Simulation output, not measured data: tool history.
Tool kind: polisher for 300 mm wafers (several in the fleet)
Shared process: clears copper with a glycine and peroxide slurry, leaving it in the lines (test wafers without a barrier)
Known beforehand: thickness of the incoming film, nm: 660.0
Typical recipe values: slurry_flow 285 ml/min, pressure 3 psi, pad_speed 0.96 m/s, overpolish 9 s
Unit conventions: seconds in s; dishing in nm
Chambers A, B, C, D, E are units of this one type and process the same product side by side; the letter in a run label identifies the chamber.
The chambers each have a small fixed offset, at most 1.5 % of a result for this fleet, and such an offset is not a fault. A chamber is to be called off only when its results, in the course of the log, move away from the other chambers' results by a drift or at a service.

run	hour	slurry_flow	pressure	pad_speed	overpolish	seconds	dishing
1B	5.9	285	3	0.96	9	134.85	33.207
# hour 8.2: chamber B: worn pad replaced by a new one
2E	13	285	3	0.96	9	126.96	31.863
3A	17.9	285	3	0.96	9	133.07	34.24
4C	23.8	285	3	0.96	9	135.07	32.271
5D	29	285	3	0.96	9	131.48	33.392
6E	36.6	285	3	0.96	9	132.13	32.247
# hour 38.5: chamber A: worn pad replaced by a new one
7D	40.1	285	3	0.96	9	131.2	33.567
8A	46.7	285	3	0.96	9	134.61	33
# hour 49.3: chamber C: worn pad replaced by a new one
# hour 51.9: chamber D: worn pad replaced by a new one
9C	53.3	285	3	0.96	9	131.41	32.129
10B	58.5	285	3	0.96	9	133	32.205
11A	64.4	285	3	0.96	9	131.63	32.53
12E	68.2	285	3	0.96	9	136.37	31.847
13B	74.6	285	3	0.96	9	135.44	31.735
14C	79	285	3	0.96	9	129.53	31.956
15D	82.9	285	3	0.96	9	131.26	32.714
# hour 87.5: chamber D: slurry nozzle cleaned
16C	88.4	285	3	0.96	9	131.45	33.389
17E	93.3	285	3	0.96	9	138.06	31.775
18B	99.4	285	3	0.96	9	134.24	33.033
# hour 105.3: chamber A: worn pad replaced by a new one
19D	106.5	285	3	0.96	9	132.89	32.797
20A	112.6	210	3	0.96	11	139.18	36.573
21D	119.5	210	3	0.96	11	134.92	37.905
22C	123.9	210	3	0.96	11	142.72	37.13
23E	130.4	210	3	0.96	11	144.65	34.773
# hour 132.2: chamber C: worn pad replaced by a new one
24A	135.9	210	3	0.96	11	135.26	36.267
# hour 140.9: chamber D: worn pad replaced by a new one
25B	141	285	3	0.96	9	131.78	32.973
26A	147.5	285	3	0.96	9	132.88	32.505
27E	153.4	285	3	0.96	9	142.72	30.596
28B	159.8	285	3	0.96	9	132.8	34.165
# hour 160.5: chamber B: worn pad replaced by a new one
29D	166.9	285	3	0.96	9	131.18	32.216
30C	171.6	285	2	0.96	12	183.66	31.186
# hour 172.5: chamber A: worn pad replaced by a new one
31E	178.8	285	2	0.96	12	201.37	29.592
32B	184.4	285	2	0.96	12	186.99	30.573
33D	189.3	285	2	0.96	12	185.23	30.922
34C	192.6	285	2	0.96	12	188.16	31.02
35A	199.2	285	3	0.96	9	131.05	33.531
36E	205	285	3	0.96	9	145.68	29.061
37C	211.6	285	3	0.96	9	134.14	32.586
38A	218.6	285	3	0.96	9	134.44	31.517
39D	225.5	285	3	0.96	9	130.55	32.542

The same settings go to every chamber for the next run, one line per chamber below. Forecast the results for each:
40A	231	285	3	0.96	9	?	?
40B	231	285	3	0.96	9	?	?
40C	231	285	3	0.96	9	?	?
40D	231	285	3	0.96	9	?	?
40E	231	285	3	0.96	9	?	?

run	seconds	dishing
40A	132.34	33.856
40B	135.11	33.4
40C	135.89	33.216
40D	135.3	32.148
40E	148.05	29.377
